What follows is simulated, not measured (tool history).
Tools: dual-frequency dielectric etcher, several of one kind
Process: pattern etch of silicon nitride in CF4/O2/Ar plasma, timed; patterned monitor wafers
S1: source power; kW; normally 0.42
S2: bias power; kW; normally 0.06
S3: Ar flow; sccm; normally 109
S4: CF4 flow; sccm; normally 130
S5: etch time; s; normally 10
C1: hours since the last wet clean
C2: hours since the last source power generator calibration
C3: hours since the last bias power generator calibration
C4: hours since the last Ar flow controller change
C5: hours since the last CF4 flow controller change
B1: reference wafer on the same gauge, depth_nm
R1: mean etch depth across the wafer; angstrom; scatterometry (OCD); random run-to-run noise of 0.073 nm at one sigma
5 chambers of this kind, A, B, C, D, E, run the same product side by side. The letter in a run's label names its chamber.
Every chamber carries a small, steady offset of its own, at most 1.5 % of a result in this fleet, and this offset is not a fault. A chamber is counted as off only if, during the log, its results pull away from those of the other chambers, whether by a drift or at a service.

run   hour    S1     S2   S3   S4  S5     C1      C2      C3      C4      C5      B1      R1
 1C    2.2  0.42   0.06  109  130  10   50.6     469  1424.4   314.7   697.6  19.091  178.95
 2D    5.4  0.42   0.06  109  130  10  284.7  1419.3  2854.2  1637.9  1994.8  19.092  181.76
       7.5  -- chamber C: bias power generator calibrated
 3A    8.8  0.42   0.06  109  130  10  409.6  1718.3   406.5  2528.5  1982.4   19.09  175.83
 4E   11.4  0.42   0.06  109  130  10  178.4   440.2   760.6  3264.3  1766.5  19.122  178.72
 5B     14  0.42   0.06  109  130  10  289.6   209.1  2753.7  2460.1  1580.1  19.098  179.51
 6C   16.6  0.42   0.06  109  130  10     65   483.4     9.2   329.1     712  19.096  179.08
 7E   19.8  0.42   0.06  109  158  10  186.8   448.6     769  3272.7  1774.9  19.113   181.9
 8B   23.5  0.42   0.06  109  158  10  299.1   218.6  2763.2  2469.6  1589.6  19.104  182.68
 9A   26.1  0.42   0.06  109  158  10  426.9  1735.6   423.8  2545.8  1999.7  19.081  180.76
      26.5  -- chamber D: wet clean of the chamber
10D   28.5  0.42   0.06  109  158  10      2  1442.4  2877.3    1661  2017.9  19.103  184.13
11B     32  0.42   0.06  109  158  10  307.6   227.1  2771.7  2478.1  1598.1  19.095  183.57
12D   34.5  0.42   0.06  109  130  10      8  1448.4  2883.3    1667  2023.9  19.103  179.17
13A   36.8  0.42   0.06  109  130   8  437.6  1746.3   434.5  2556.5  2010.4  19.101  140.95
14C   40.1  0.42   0.06  109  130   8   88.5   506.9    32.7   352.6   735.5  19.083  143.54
15E   42.3  0.42   0.06  109  130   8  209.3   471.1   791.5  3295.2  1797.4  19.114  141.54
16C   45.2  0.42   0.06  109  130   8   93.6     512    37.8   357.7   740.6  19.091  142.67
17B   48.6  0.42   0.06  109  130   8  324.2   243.7  2788.3  2494.7  1614.7  19.086  142.78
18D   53.1  0.42   0.06  109  140  10   26.6    1467  2901.9  1685.6  2042.5  19.114  183.32
19E   55.9  0.42   0.06  109  140  10  222.9   484.7   805.1  3308.8    1811  19.109   179.5
20A   59.2  0.42   0.06  109  140  10    460  1768.7   456.9  2578.9  2032.8  19.105  177.01
21D   63.9  0.42   0.06  109  140  10   37.4  1477.8  2912.7  1696.4  2053.3  19.116  182.87
22A     67  0.42   0.06  109  140  10  467.8  1776.5   464.7  2586.7  2040.6  19.094  177.39
23B     71  0.42   0.06  109  130  10  346.6   266.1  2810.7  2517.1  1637.1  19.092   178.1
24C   74.4  0.42   0.06  109  130  10  122.8   541.2      67   386.9   769.8  19.085  179.48
25E   76.8  0.42   0.06  109  130  10  243.8   505.6     826  3329.7  1831.9  19.109  178.52
      77.5  -- chamber B: bias power generator calibrated
26C   79.8  0.42   0.06  109  130  10  128.2   546.6    72.4   392.3   775.2  19.111     180
27E   83.4  0.42   0.06  109  130  10  250.4   512.2   832.6  3336.3  1838.5  19.085  178.56
      86.7  -- chamber D: source power generator calibrated
28B   88.1  0.42   0.06  109  130  10  363.7   283.2    10.7  2534.2  1654.2  19.101  180.15
29D   91.5  0.42   0.06  109  130  10     65     4.8  2940.3    1724  2080.9  19.109  180.58
30A   93.9  0.42  0.048  109  130  10  494.7  1803.4   491.6  2613.6  2067.5  19.097  161.64
31B   97.8  0.42  0.048  109  130  10  373.4   292.9    20.4  2543.9  1663.9    19.1  163.95
32C  100.4  0.42  0.048  109  130  10  148.8   567.2      93   412.9   795.8  19.099  164.65
33E  105.3  0.42  0.048  109  130  10  272.3   534.1   854.5  3358.2  1860.4  19.082  164.29

For the next run the whole fleet of 5 chambers uses the same settings. Give each chamber's results:
34A  108.8  0.33  0.06  109  130  10                           ?
34B  108.8  0.33  0.06  109  130  10                           ?
34C  108.8  0.33  0.06  109  130  10                           ?
34D  108.8  0.33  0.06  109  130  10                           ?
34E  108.8  0.33  0.06  109  130  10                           ?

run      R1
34A  142.36
34B  144.41
34C  144.82
34D  147.04
34E  145.38

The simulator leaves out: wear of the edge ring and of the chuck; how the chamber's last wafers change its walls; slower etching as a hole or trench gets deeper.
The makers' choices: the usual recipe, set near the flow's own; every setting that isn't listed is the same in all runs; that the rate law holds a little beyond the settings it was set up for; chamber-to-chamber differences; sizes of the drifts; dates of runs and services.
